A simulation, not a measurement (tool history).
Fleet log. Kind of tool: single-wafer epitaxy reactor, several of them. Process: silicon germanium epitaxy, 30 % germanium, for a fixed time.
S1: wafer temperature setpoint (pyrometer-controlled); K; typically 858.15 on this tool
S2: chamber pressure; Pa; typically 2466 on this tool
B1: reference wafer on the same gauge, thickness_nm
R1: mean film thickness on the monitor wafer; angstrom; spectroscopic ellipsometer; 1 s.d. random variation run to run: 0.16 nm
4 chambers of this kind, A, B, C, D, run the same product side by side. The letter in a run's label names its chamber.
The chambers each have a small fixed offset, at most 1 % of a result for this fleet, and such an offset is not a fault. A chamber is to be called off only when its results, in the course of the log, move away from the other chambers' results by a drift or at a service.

run,hour,S1,S2,B1,R1
1B,2.4,858.15,2466,46.338,432.56
2A,5.6,858.15,2466,46.278,431.76
3D,8.7,858.15,2466,46.264,429.42
4C,11,858.15,2466,46.333,429.13
5D,15.9,858.15,2466,46.287,428.75
6B,19.4,858.15,2466,46.337,430.51
7C,23.2,868.15,2733,46.338,539.64
8A,26.7,868.15,2733,46.278,541.9
9A,30.9,868.15,2733,46.294,544.39
10C,35,868.15,2733,46.309,538.09
11D,39.3,858.15,2466,46.316,430.37
12B,43.2,858.15,2466,46.291,430.36
13A,46.9,858.15,2466,46.303,434.2
14B,49.5,858.15,2466,46.295,430.97
# hour 52.8: chamber B: pyrometer calibrated
15D,53.2,858.15,2466,46.276,430.57
16C,57.4,858.15,2466,46.292,431.79
17D,59.9,858.15,2466,46.295,426.83
18B,62.2,858.15,2466,46.277,441.87
19C,66.8,858.15,2466,46.317,430.88
20A,70.1,866.15,2466,46.291,501.33
21D,73.3,866.15,2466,46.333,496.57
22B,76.6,866.15,2466,46.345,511.66
23C,79.6,866.15,2466,46.296,499.05
24A,82,858.15,2466,46.232,431.45

One chamber off, gauge drift, or nothing amiss beyond the chambers' own small offsets? If it is a chamber, which one, and what is the likeliest cause?

A service left chamber B off against the others.
Cause: wafer temperature above the value expected at the setpoint (K) = 1.03.

Which of the 4 candidates below, each the usual settings with something changed and its results left as question marks, puts chamber B back in line with what the other chambers give on the usual settings?
Allowed miss from the other chambers' usual-settings mean, per result, to count as in line: R1 5.5 angstrom
25B-1,85.5,856.15,2440,,?
25B-2,85.5,860.15,2493,,?
25B-3,85.5,857.15,2453,,?
25B-4,85.5,858.15,2586,,?

Other chambers, usual settings, mean: R1 430.82 angstrom
run,R1
25B-1,421.86
25B-2,458.94
25B-3,430.88
25B-4,448.51
The right change is 25B-3: it brings the chamber back within the allowed miss of the others.
